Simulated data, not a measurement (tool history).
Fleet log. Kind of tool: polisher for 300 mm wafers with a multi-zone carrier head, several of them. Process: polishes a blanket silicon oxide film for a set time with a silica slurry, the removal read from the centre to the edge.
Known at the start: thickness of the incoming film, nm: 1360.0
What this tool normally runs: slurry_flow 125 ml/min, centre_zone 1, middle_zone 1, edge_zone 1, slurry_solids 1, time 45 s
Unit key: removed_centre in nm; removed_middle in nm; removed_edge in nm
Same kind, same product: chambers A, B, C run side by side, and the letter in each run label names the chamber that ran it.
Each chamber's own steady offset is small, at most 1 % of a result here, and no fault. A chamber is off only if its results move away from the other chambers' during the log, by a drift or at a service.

-- hour=9.4 chamber B: edge zone pressure recalibrated
run 1C hour=12.6 | slurry_flow=125 centre_zone=1 middle_zone=1 edge_zone=1 slurry_solids=1 time=45 | removed_centre=111.94 removed_middle=112.49 removed_edge=111.89
run 2B hour=21.5 | slurry_flow=125 centre_zone=1 middle_zone=1 edge_zone=1 slurry_solids=1 time=45 | removed_centre=111.38 removed_middle=111.23 removed_edge=112.22
-- hour=26.3 chamber B: worn pad replaced by a new one
run 3A hour=28.6 | slurry_flow=125 centre_zone=1 middle_zone=1 edge_zone=1 slurry_solids=1 time=45 | removed_centre=113.14 removed_middle=113.52 removed_edge=112.15
-- hour=29.2 chamber C: worn pad replaced by a new one
run 4A hour=39.9 | slurry_flow=125 centre_zone=1 middle_zone=1 edge_zone=1 slurry_solids=1 time=45 | removed_centre=111.83 removed_middle=109.85 removed_edge=111.84
run 5B hour=46.2 | slurry_flow=125 centre_zone=1 middle_zone=1 edge_zone=1 slurry_solids=1 time=45 | removed_centre=112.39 removed_middle=111.57 removed_edge=112.29
run 6C hour=55.4 | slurry_flow=125 centre_zone=1 middle_zone=1 edge_zone=0.96 slurry_solids=1 time=60 | removed_centre=148.84 removed_middle=151.41 removed_edge=144.84
run 7B hour=64.3 | slurry_flow=125 centre_zone=1 middle_zone=1 edge_zone=0.96 slurry_solids=1 time=60 | removed_centre=150.42 removed_middle=149.83 removed_edge=147.66
-- hour=71.5 chamber C: edge zone pressure recalibrated
run 8A hour=76 | slurry_flow=125 centre_zone=1 middle_zone=1 edge_zone=0.96 slurry_solids=1 time=60 | removed_centre=150.66 removed_middle=149.25 removed_edge=147.82
-- hour=84 chamber A: worn pad replaced by a new one
run 9C hour=86.6 | slurry_flow=125 centre_zone=1 middle_zone=1 edge_zone=1 slurry_solids=1 time=45 | removed_centre=110.21 removed_middle=110.96 removed_edge=113.2
run 10C hour=98 | slurry_flow=125 centre_zone=1 middle_zone=1 edge_zone=1 slurry_solids=1 time=45 | removed_centre=111.39 removed_middle=113.25 removed_edge=111.37
-- hour=104.6 chamber A: centre zone pressure recalibrated
run 11A hour=110.8 | slurry_flow=125 centre_zone=1 middle_zone=1 edge_zone=1 slurry_solids=1 time=45 | removed_centre=118.55 removed_middle=111.17 removed_edge=111.83
run 12B hour=121.1 | slurry_flow=125 centre_zone=1 middle_zone=1 edge_zone=1 slurry_solids=1 time=45 | removed_centre=111.85 removed_middle=110.61 removed_edge=111.04
run 13A hour=131.8 | slurry_flow=125 centre_zone=1 middle_zone=1 edge_zone=1 slurry_solids=1 time=45 | removed_centre=120.56 removed_middle=110.86 removed_edge=112.22
-- hour=134 chamber B: slurry nozzle cleaned
run 14C hour=143.8 | slurry_flow=125 centre_zone=1 middle_zone=0.94 edge_zone=1 slurry_solids=1 time=45 | removed_centre=111.83 removed_middle=107.5 removed_edge=111.41
run 15B hour=151.2 | slurry_flow=125 centre_zone=1 middle_zone=0.94 edge_zone=1 slurry_solids=1 time=45 | removed_centre=112.8 removed_middle=106.05 removed_edge=110
-- hour=153.8 chamber C: worn pad replaced by a new one
-- hour=158 chamber A: edge zone pressure recalibrated
run 16C hour=163 | slurry_flow=125 centre_zone=1 middle_zone=0.94 edge_zone=1 slurry_solids=1 time=45 | removed_centre=111.86 removed_middle=105.03 removed_edge=112.05
-- hour=171.9 chamber A: worn pad replaced by a new one
run 17B hour=175.1 | slurry_flow=125 centre_zone=1 middle_zone=1 edge_zone=1 slurry_solids=1 time=45 | removed_centre=110.8 removed_middle=110.35 removed_edge=111.32
-- hour=175.5 chamber A: slurry nozzle cleaned
run 18A hour=183.7 | slurry_flow=125 centre_zone=1 middle_zone=1 edge_zone=1 slurry_solids=1.1 time=45 | removed_centre=124.77 removed_middle=115.72 removed_edge=117.02
run 19B hour=196 | slurry_flow=125 centre_zone=1 middle_zone=1 edge_zone=1 slurry_solids=1.1 time=45 | removed_centre=116.51 removed_middle=117.78 removed_edge=116.39
-- hour=196.2 chamber B: worn pad replaced by a new one
-- hour=201.5 chamber C: centre zone pressure recalibrated
run 20C hour=206.3 | slurry_flow=125 centre_zone=1 middle_zone=1 edge_zone=1 slurry_solids=1.1 time=45 | removed_centre=117.17 removed_middle=116.95 removed_edge=116.01
run 21A hour=218.5 | slurry_flow=125 centre_zone=1 middle_zone=1 edge_zone=1 slurry_solids=1 time=45 | removed_centre=119.69 removed_middle=111.04 removed_edge=112.17
run 22A hour=228.2 | slurry_flow=125 centre_zone=1 middle_zone=1 edge_zone=1 slurry_solids=1 time=45 | removed_centre=122.38 removed_middle=111.73 removed_edge=112.37
run 23B hour=238.9 | slurry_flow=125 centre_zone=1 middle_zone=1 edge_zone=1 slurry_solids=1 time=45 | removed_centre=112.85 removed_middle=112.17 removed_edge=112.1
-- hour=245.7 chamber A: worn pad replaced by a new one
run 24C hour=251.5 | slurry_flow=125 centre_zone=1 middle_zone=1 edge_zone=1 slurry_solids=1 time=45 | removed_centre=112.01 removed_middle=113.36 removed_edge=113.24
run 25A hour=258.2 | slurry_flow=85 centre_zone=1 middle_zone=0.96 edge_zone=1 slurry_solids=1 time=45 | removed_centre=107.1 removed_middle=95.927 removed_edge=104.83
run 26B hour=267.6 | slurry_flow=85 centre_zone=1 middle_zone=0.96 edge_zone=1 slurry_solids=1 time=45 | removed_centre=98.92 removed_middle=94.848 removed_edge=104.71
-- hour=267.8 chamber C: worn pad replaced by a new one
run 27C hour=278 | slurry_flow=85 centre_zone=1 middle_zone=0.96 edge_zone=1 slurry_solids=1 time=45 | removed_centre=99.168 removed_middle=96.473 removed_edge=104.5
run 28C hour=287.3 | slurry_flow=125 centre_zone=1 middle_zone=1 edge_zone=1 slurry_solids=1 time=45 | removed_centre=112.38 removed_middle=112.5 removed_edge=112.96
run 29A hour=298.9 | slurry_flow=125 centre_zone=1 middle_zone=1 edge_zone=1 slurry_solids=1 time=45 | removed_centre=120.88 removed_middle=113.13 removed_edge=110.88
run 30B hour=304.9 | slurry_flow=125 centre_zone=1 middle_zone=1 edge_zone=1 slurry_solids=1 time=45 | removed_centre=111.29 removed_middle=109.74 removed_edge=112.21

Next, all 3 chambers run the settings below, one line each with question marks for the results. What does each chamber give?
run 31A hour=314.1 | slurry_flow=145 centre_zone=1 middle_zone=1 edge_zone=1 slurry_solids=1 time=45 | removed_centre=? removed_middle=? removed_edge=?
run 31B hour=314.1 | slurry_flow=145 centre_zone=1 middle_zone=1 edge_zone=1 slurry_solids=1 time=45 | removed_centre=? removed_middle=? removed_edge=?
run 31C hour=314.1 | slurry_flow=145 centre_zone=1 middle_zone=1 edge_zone=1 slurry_solids=1 time=45 | removed_centre=? removed_middle=? removed_edge=?

run=31A removed_centre=125.9 removed_middle=115.74 removed_edge=114.47
run=31B removed_centre=115.28 removed_middle=112.89 removed_edge=113.22
run=31C removed_centre=116.5 removed_middle=115.62 removed_edge=115.42
